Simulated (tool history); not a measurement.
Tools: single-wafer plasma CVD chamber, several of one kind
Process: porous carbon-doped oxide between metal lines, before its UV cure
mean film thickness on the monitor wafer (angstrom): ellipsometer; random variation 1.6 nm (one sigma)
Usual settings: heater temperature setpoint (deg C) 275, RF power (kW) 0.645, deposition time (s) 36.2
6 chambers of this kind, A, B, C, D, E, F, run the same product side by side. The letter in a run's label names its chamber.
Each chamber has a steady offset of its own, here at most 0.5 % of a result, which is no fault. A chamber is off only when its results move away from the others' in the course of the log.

| run | hour | heater temperature setpoint (deg C) | RF power (kW) | deposition time (s) | hours since the last thermocouple change | hours since the last RF generator calibration | read-back reference wafer on the same gauge, thickness_nm | mean film thickness on the monitor wafer (angstrom) |
|---|---|---|---|---|---|---|---|---|
| 1E | 9.6 | 275 | 0.645 | 36.2 | 353.7 | 1729.4 | 293.67 | 2702.8 |
| 2F | 23.5 | 275 | 0.645 | 36.2 | 681.0 | 2019.4 | 293.77 | 2675.1 |
| 3B | 35.9 | 275 | 0.645 | 36.2 | 1952.8 | 1702.3 | 293.73 | 2676.8 |
|  | 39.7 | chamber A: thermocouple changed; heater temperature recalibrated |
| 4C | 49.0 | 275 | 0.645 | 36.2 | 1360.4 | 1874.5 | 293.93 | 2660.0 |
| 5A | 56.4 | 275 | 0.645 | 36.2 | 16.8 | 1294.3 | 293.91 | 2678.0 |
| 6D | 67.6 | 275 | 0.645 | 36.2 | 950.1 | 1403.5 | 294.00 | 2666.3 |
| 7F | 75.2 | 275 | 0.645 | 36.2 | 732.7 | 2071.1 | 294.23 | 2675.4 |
| 8E | 85.6 | 275 | 0.595 | 40.5 | 429.7 | 1805.4 | 293.89 | 2841.6 |
| 9C | 93.0 | 275 | 0.595 | 40.5 | 1404.4 | 1918.5 | 293.92 | 2819.6 |
| 10A | 105.0 | 275 | 0.595 | 40.5 | 65.4 | 1342.9 | 294.10 | 2837.5 |
|  | 119.2 | chamber C: RF generator calibrated |
| 11D | 120.4 | 275 | 0.595 | 40.5 | 1002.9 | 1456.3 | 293.80 | 2820.2 |
| 12B | 132.2 | 275 | 0.595 | 40.5 | 2049.1 | 1798.6 | 294.06 | 2859.1 |
| 13F | 142.9 | 275 | 0.595 | 40.5 | 800.4 | 2138.8 | 293.59 | 2820.4 |
|  | 144.6 | chamber F: RF generator calibrated |
| 14A | 157.2 | 275 | 0.645 | 36.2 | 117.6 | 1395.1 | 293.89 | 2662.8 |
| 15E | 168.8 | 275 | 0.645 | 36.2 | 512.9 | 1888.6 | 294.04 | 2701.0 |
| 16C | 183.1 | 275 | 0.645 | 36.2 | 1494.5 | 63.9 | 294.09 | 2668.3 |
| 17D | 192.2 | 275 | 0.645 | 36.2 | 1074.7 | 1528.1 | 294.10 | 2660.4 |
| 18B | 202.5 | 275 | 0.645 | 36.2 | 2119.4 | 1868.9 | 293.70 | 2688.7 |
| 19E | 214.0 | 275 | 0.645 | 36.2 | 558.1 | 1933.8 | 293.82 | 2711.4 |
| 20F | 226.6 | 275 | 0.710 | 30.0 | 884.1 | 82.0 | 294.09 | 2360.8 |
| 21C | 236.5 | 275 | 0.710 | 30.0 | 1547.9 | 117.3 | 293.85 | 2347.7 |
| 22D | 243.8 | 275 | 0.710 | 30.0 | 1126.3 | 1579.7 | 293.88 | 2369.6 |
| 23B | 255.5 | 275 | 0.710 | 30.0 | 2172.4 | 1921.9 | 293.70 | 2346.7 |
| 24A | 267.5 | 275 | 0.710 | 30.0 | 227.9 | 1505.4 | 293.87 | 2358.7 |
| 25C | 278.0 | 275 | 0.710 | 30.0 | 1589.4 | 158.8 | 293.88 | 2373.9 |
| 26A | 289.2 | 265 | 0.645 | 36.2 | 249.6 | 1527.1 | 293.28 | 2831.8 |
| 27D | 296.7 | 265 | 0.645 | 36.2 | 1179.2 | 1632.6 | 293.87 | 2848.7 |
|  | 300.2 | chamber D: thermocouple changed; heater temperature recalibrated |
| 28E | 311.4 | 265 | 0.645 | 36.2 | 655.5 | 2031.2 | 294.12 | 2882.5 |
| 29B | 322.6 | 265 | 0.645 | 36.2 | 2239.5 | 1989.0 | 293.73 | 2808.2 |
| 30F | 335.7 | 265 | 0.645 | 36.2 | 993.2 | 191.1 | 294.17 | 2887.9 |
| 31B | 347.0 | 265 | 0.645 | 36.2 | 2263.9 | 2013.4 | 293.99 | 2800.9 |
| 32D | 354.8 | 275 | 0.645 | 36.2 | 54.6 | 1690.7 | 293.77 | 2673.6 |
| 33A | 364.9 | 275 | 0.645 | 36.2 | 325.3 | 1602.8 | 293.87 | 2650.9 |
| 34E | 372.7 | 275 | 0.645 | 36.2 | 716.8 | 2092.5 | 294.29 | 2711.6 |
| 35C | 383.0 | 275 | 0.645 | 36.2 | 1694.4 | 263.8 | 293.96 | 2661.0 |
| 36F | 394.5 | 283 | 0.730 | 36.2 | 1052.0 | 249.9 | 294.24 | 2759.0 |
| 37A | 403.8 | 283 | 0.730 | 36.2 | 364.2 | 1641.7 | 294.30 | 2724.6 |

Is one chamber off against the others, does the gauge drift, or is nothing wrong? If a chamber is off, say which, and what the likeliest cause is.

Chamber B drifts away from the others.
Cause: delivered RF power below the setpoint (%) = 5.51.
The log may not tell that from: wafer temperature above the value expected at the setpoint (K).

Here are 4 candidates for chamber B's next run, each the usual settings with a change, their results left as question marks. Which one brings its results back in line with what the others give on the usual settings?
In line means no further than this from the other chambers' mean on the usual settings: mean film thickness on the monitor wafer (angstrom) 54.0
| 38B-1 | 415.0 | 275 | 0.645 | 38.9 |  |  |  | ? |
| 38B-2 | 415.0 | 275 | 0.680 | 36.2 |  |  |  | ? |
| 38B-3 | 415.0 | 277 | 0.625 | 34.6 |  |  |  | ? |
| 38B-4 | 415.0 | 276 | 0.635 | 35.5 |  |  |  | ? |

The other chambers' mean on the usual settings: mean film thickness on the monitor wafer (angstrom) 2677.8
| run | mean film thickness on the monitor wafer (angstrom) |
|---|---|
| 38B-1 | 2770.4 |
| 38B-2 | 2672.2 |
| 38B-3 | 2390.7 |
| 38B-4 | 2492.5 |
38B-2 brings the chamber back in line.

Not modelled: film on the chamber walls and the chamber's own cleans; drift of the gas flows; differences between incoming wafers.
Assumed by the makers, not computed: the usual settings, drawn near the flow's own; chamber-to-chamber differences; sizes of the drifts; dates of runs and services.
